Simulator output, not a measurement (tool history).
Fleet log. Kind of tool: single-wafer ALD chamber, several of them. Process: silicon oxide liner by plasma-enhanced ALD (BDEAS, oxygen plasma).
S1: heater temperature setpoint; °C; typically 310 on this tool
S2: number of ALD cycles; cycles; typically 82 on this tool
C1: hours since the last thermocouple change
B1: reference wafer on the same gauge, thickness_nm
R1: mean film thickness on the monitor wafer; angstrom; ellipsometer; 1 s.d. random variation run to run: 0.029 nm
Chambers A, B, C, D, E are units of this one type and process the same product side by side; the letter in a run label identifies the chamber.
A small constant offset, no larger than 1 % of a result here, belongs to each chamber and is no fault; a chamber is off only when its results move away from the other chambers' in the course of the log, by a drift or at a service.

Run 1C, hour 6.3: usual settings; C1 1481; B1 8.6495. Result: R1 74.332 angstrom.
Run 2D, hour 10.7: usual settings; C1 1575.5; B1 8.6422. Result: R1 75.535 angstrom.
Run 3E, hour 13.9: usual settings; C1 422.2; B1 8.6457. Result: R1 75.386 angstrom.
Run 4B, hour 20.4: usual settings; C1 1549.3; B1 8.6377. Result: R1 75.682 angstrom.
Run 5A, hour 24.8: usual settings; C1 199.7; B1 8.633. Result: R1 75.574 angstrom.
Run 6E, hour 30.9: usual settings but S1 297 °C; C1 439.2; B1 8.6403. Result: R1 77.054 angstrom.
Run 7C, hour 36.5: usual settings but S1 297 °C; C1 1511.2; B1 8.6326. Result: R1 76.458 angstrom.
Run 8D, hour 41.1: usual settings but S1 297 °C; C1 1605.9; B1 8.6462. Result: R1 77.138 angstrom.
Run 9B, hour 46.5: usual settings but S1 297 °C; C1 1575.4; B1 8.6479. Result: R1 77.459 angstrom.
Run 10A, hour 49.6: usual settings but S1 297 °C; C1 224.5; B1 8.6467. Result: R1 76.95 angstrom.
Run 11E, hour 53.5: usual settings but S1 317 °C, S2 96 cycles; C1 461.8; B1 8.64. Result: R1 87.257 angstrom.
Run 12C, hour 60.3: usual settings but S1 317 °C, S2 96 cycles; C1 1535; B1 8.6482. Result: R1 86.554 angstrom.
Run 13D, hour 65.1: usual settings but S1 317 °C, S2 96 cycles; C1 1629.9; B1 8.6445. Result: R1 87.685 angstrom.
Run 14B, hour 68.9: usual settings but S1 317 °C, S2 96 cycles; C1 1597.8; B1 8.6425. Result: R1 87.249 angstrom.
Run 15A, hour 74.8: usual settings but S1 317 °C, S2 96 cycles; C1 249.7; B1 8.6358. Result: R1 87.156 angstrom.
Run 16B, hour 80.1: usual settings; C1 1609; B1 8.637. Result: R1 75.196 angstrom.
At hour 80.2: chamber D: thermocouple changed; heater temperature recalibrated.
Run 17C, hour 83.2: usual settings; C1 1557.9; B1 8.6375. Result: R1 74.287 angstrom.
Run 18A, hour 89.8: usual settings; C1 264.7; B1 8.6405. Result: R1 74.737 angstrom.
Run 19D, hour 94.4: usual settings but S1 323 °C; C1 14.2; B1 8.6402. Result: R1 73.934 angstrom.
Run 20E, hour 100.3: usual settings but S1 323 °C; C1 508.6; B1 8.6472. Result: R1 74.541 angstrom.
Run 21E, hour 104.7: usual settings but S1 323 °C; C1 513; B1 8.6487. Result: R1 73.788 angstrom.
Run 22B, hour 111.1: usual settings but S1 323 °C; C1 1640; B1 8.6409. Result: R1 73.956 angstrom.
Run 23A, hour 116.3: usual settings but S1 323 °C; C1 291.2; B1 8.6411. Result: R1 74.121 angstrom.
Run 24C, hour 122.3: usual settings; C1 1597; B1 8.6439. Result: R1 74.925 angstrom.
Run 25D, hour 128.4: usual settings; C1 48.2; B1 8.6509. Result: R1 75.487 angstrom.
Run 26C, hour 133.2: usual settings; C1 1607.9; B1 8.642. Result: R1 74.483 angstrom.
Run 27B, hour 136.3: usual settings but S1 321 °C, S2 95 cycles; C1 1665.2; B1 8.6347. Result: R1 85.784 angstrom.
Run 28D, hour 140: usual settings but S1 321 °C, S2 95 cycles; C1 59.8; B1 8.641. Result: R1 85.618 angstrom.
Run 29A, hour 145.7: usual settings but S1 321 °C, S2 95 cycles; C1 320.6; B1 8.6472. Result: R1 85.694 angstrom.
Run 30E, hour 151.6: usual settings but S1 321 °C, S2 95 cycles; C1 559.9; B1 8.6321. Result: R1 85.395 angstrom.
Run 31A, hour 155.2: usual settings but S1 321 °C, S2 95 cycles; C1 330.1; B1 8.6392. Result: R1 85.364 angstrom.

For the next run the whole fleet of 5 chambers uses the same settings. Give each chamber's results:
Run 32A, hour 160.1: usual settings but S2 70 cycles. Result: R1 ?.
Run 32B, hour 160.1: usual settings but S2 70 cycles. Result: R1 ?.
Run 32C, hour 160.1: usual settings but S2 70 cycles. Result: R1 ?.
Run 32D, hour 160.1: usual settings but S2 70 cycles. Result: R1 ?.
Run 32E, hour 160.1: usual settings but S2 70 cycles. Result: R1 ?.

run      R1
32A  64.166
32B  64.982
32C  63.244
32D  64.891
32E  64.229
